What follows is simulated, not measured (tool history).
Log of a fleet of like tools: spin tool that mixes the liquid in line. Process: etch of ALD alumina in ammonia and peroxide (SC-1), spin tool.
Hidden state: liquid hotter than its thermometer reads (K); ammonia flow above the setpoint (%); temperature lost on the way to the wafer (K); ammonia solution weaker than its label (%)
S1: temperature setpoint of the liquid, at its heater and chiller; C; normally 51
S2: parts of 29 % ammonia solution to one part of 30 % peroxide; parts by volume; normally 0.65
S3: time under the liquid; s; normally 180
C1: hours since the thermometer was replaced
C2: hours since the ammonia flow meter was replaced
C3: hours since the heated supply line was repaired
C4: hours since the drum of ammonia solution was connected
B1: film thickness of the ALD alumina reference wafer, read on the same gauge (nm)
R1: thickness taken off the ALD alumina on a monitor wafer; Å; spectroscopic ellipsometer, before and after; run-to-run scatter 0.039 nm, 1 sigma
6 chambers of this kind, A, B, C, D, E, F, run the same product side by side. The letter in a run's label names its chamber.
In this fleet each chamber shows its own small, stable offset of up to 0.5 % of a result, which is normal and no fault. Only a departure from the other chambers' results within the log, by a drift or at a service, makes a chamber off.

Run 1D, day 0.183: usual settings; C1 269.2; C2 1898.7; C3 1623; C4 427.5; B1 89.983. Result: R1 57.095 Å.
Run 2A, day 0.454: usual settings; C1 717.4; C2 453.8; C3 291.1; C4 71.2; B1 90.02. Result: R1 55.608 Å.
Run 3B, day 0.617: usual settings; C1 1270.9; C2 153.8; C3 74.4; C4 170.2; B1 89.997. Result: R1 55.555 Å.
Run 4C, day 0.921: usual settings; C1 262.2; C2 456.1; C3 259.2; C4 184.3; B1 90.025. Result: R1 56.275 Å.
Run 5F, day 1.258: usual settings; C1 559; C2 1760.7; C3 2589.3; C4 99.3; B1 90.014. Result: R1 56.08 Å.
Run 6E, day 1.558: usual settings; C1 1426.1; C2 507.5; C3 445.2; C4 323.6; B1 90.027. Result: R1 56.427 Å.
Run 7D, day 1.75: usual settings; C1 306.8; C2 1936.3; C3 1660.6; C4 465.1; B1 89.978. Result: R1 56.323 Å.
Run 8B, day 1.904: usual settings; C1 1301.8; C2 184.7; C3 105.3; C4 201.1; B1 90.01. Result: R1 55.734 Å.
Run 9E, day 2.196: usual settings; C1 1441.4; C2 522.8; C3 460.5; C4 338.9; B1 90.041. Result: R1 56.455 Å.
Run 10F, day 2.496: usual settings; C1 588.7; C2 1790.4; C3 2619; C4 129; B1 89.975. Result: R1 56.51 Å.
Run 11C, day 2.733: usual settings; C1 305.7; C2 499.6; C3 302.7; C4 227.8; B1 89.984. Result: R1 55.961 Å.
Run 12A, day 3.067: usual settings but S3 270 s; C1 780.1; C2 516.5; C3 353.8; C4 133.9; B1 90.012. Result: R1 83.988 Å.
Run 13C, day 3.321: usual settings but S3 270 s; C1 319.8; C2 513.7; C3 316.8; C4 241.9; B1 90.034. Result: R1 85.187 Å.
Run 14B, day 3.654: usual settings but S3 270 s; C1 1343.8; C2 226.7; C3 147.3; C4 243.1; B1 89.981. Result: R1 84.42 Å.
Run 15D, day 3.821: usual settings but S3 270 s; C1 356.5; C2 1986; C3 1710.3; C4 514.8; B1 89.972. Result: R1 82.115 Å.
Run 16A, day 3.971: usual settings but S3 270 s; C1 801.8; C2 538.2; C3 375.5; C4 155.6; B1 90.002. Result: R1 84.936 Å.
Run 17E, day 4.129: usual settings but S3 270 s; C1 1487.8; C2 569.2; C3 506.9; C4 385.3; B1 90.015. Result: R1 85.078 Å.
Run 18F, day 4.354: usual settings but S1 41.5 C, S3 100 s; C1 633.3; C2 1835; C3 2663.6; C4 173.6; B1 90.031. Result: R1 18.16 Å.
Run 19A, day 4.621: usual settings but S1 41.5 C, S3 100 s; C1 817.4; C2 553.8; C3 391.1; C4 171.2; B1 89.986. Result: R1 18.521 Å.
Run 20E, day 4.954: usual settings but S1 41.5 C, S3 100 s; C1 1507.6; C2 589; C3 526.7; C4 405.1; B1 90.012. Result: R1 18.209 Å.
Run 21D, day 5.283: usual settings but S1 41.5 C, S3 100 s; C1 391.6; C2 2021.1; C3 1745.4; C4 549.9; B1 90.017. Result: R1 17.437 Å.
Run 22C, day 5.612: usual settings but S1 41.5 C, S3 100 s; C1 374.8; C2 568.7; C3 371.8; C4 296.9; B1 90.015. Result: R1 18.301 Å.
Run 23B, day 5.792: usual settings but S1 41.5 C, S3 100 s; C1 1395.1; C2 278; C3 198.6; C4 294.4; B1 89.979. Result: R1 18.026 Å.
Run 24F, day 5.962: usual settings; C1 671.9; C2 1873.6; C3 2702.2; C4 212.2; B1 89.972. Result: R1 56.174 Å.
Run 25E, day 6.196: usual settings; C1 1537.4; C2 618.8; C3 556.5; C4 434.9; B1 90.007. Result: R1 57.13 Å.
Run 26D, day 6.421: usual settings; C1 418.9; C2 2048.4; C3 1772.7; C4 577.2; B1 89.968. Result: R1 53.294 Å.
Run 27F, day 6.583: usual settings; C1 686.8; C2 1888.5; C3 2717.1; C4 227.1; B1 90.018. Result: R1 55.934 Å.
Run 28C, day 6.892: usual settings; C1 405.5; C2 599.4; C3 402.5; C4 327.6; B1 90.025. Result: R1 56.094 Å.
Run 29B, day 7.171: usual settings; C1 1428.2; C2 311.1; C3 231.7; C4 327.5; B1 89.985. Result: R1 56.599 Å.
Run 30A, day 7.321: usual settings; C1 882.2; C2 618.6; C3 455.9; C4 236; B1 90.022. Result: R1 56.598 Å.
Run 31B, day 7.608: usual settings; C1 1438.7; C2 321.6; C3 242.2; C4 338; B1 90.021. Result: R1 55.565 Å.
At day 7.796: chamber F: heated supply line repaired.
Run 32C, day 7.892: usual settings; C1 429.5; C2 623.4; C3 426.5; C4 351.6; B1 90.065. Result: R1 56.152 Å.
Run 33E, day 8.058: usual settings; C1 1582.1; C2 663.5; C3 601.2; C4 479.6; B1 89.936. Result: R1 56.532 Å.
Run 34A, day 8.338: usual settings; C1 906.6; C2 643; C3 480.3; C4 260.4; B1 90.011. Result: R1 56.178 Å.
Run 35D, day 8.588: usual settings; C1 470.9; C2 2100.4; C3 1824.7; C4 629.2; B1 89.963. Result: R1 52.329 Å.
Run 36F, day 8.754: usual settings; C1 738.9; C2 1940.6; C3 23; C4 279.2; B1 90.01. Result: R1 55.71 Å.
Run 37B, day 9.083: usual settings; C1 1474.1; C2 357; C3 277.6; C4 373.4; B1 89.99. Result: R1 55.157 Å.
Run 38E, day 9.371: usual settings but S1 42 C, S2 0.35 parts by volume; C1 1613.6; C2 695; C3 632.7; C4 511.1; B1 89.972. Result: R1 31.777 Å.

What goes on in this fleet: one chamber off, a drifting gauge, or nothing beyond the chambers' own small offsets? Name the chamber and the cause, if any.

Little by little, chamber D moves away from the other chambers.
Most likely cause: temperature lost on the way to the wafer (K) = 1.74.
With only this log, it may be confused with: liquid colder than its thermometer reads (K).

Chamber D could run next with any of the 4 candidate recipes listed below; each alters the usual settings, and their results appear as question marks. Which one brings its results back in line with what the other chambers deliver on the usual settings?
To be in line, a result may differ from the other chambers' mean on the usual settings by at most: R1 1.4 Å
Run 39D-1, day 9.617: usual settings but S1 50.5 C. Result: R1 ?.
Run 39D-2, day 9.617: usual settings but S3 165 s. Result: R1 ?.
Run 39D-3, day 9.617: usual settings but S1 51.5 C. Result: R1 ?.
Run 39D-4, day 9.617: usual settings but S1 52.5 C. Result: R1 ?.

What the other chambers average on the usual settings: R1 56.287 Å
  run      R1
39D-1  50.354
39D-2  47.427
39D-3  53.187
39D-4  56.188
Change 39D-4 lands the chamber within the allowed miss of the other chambers.
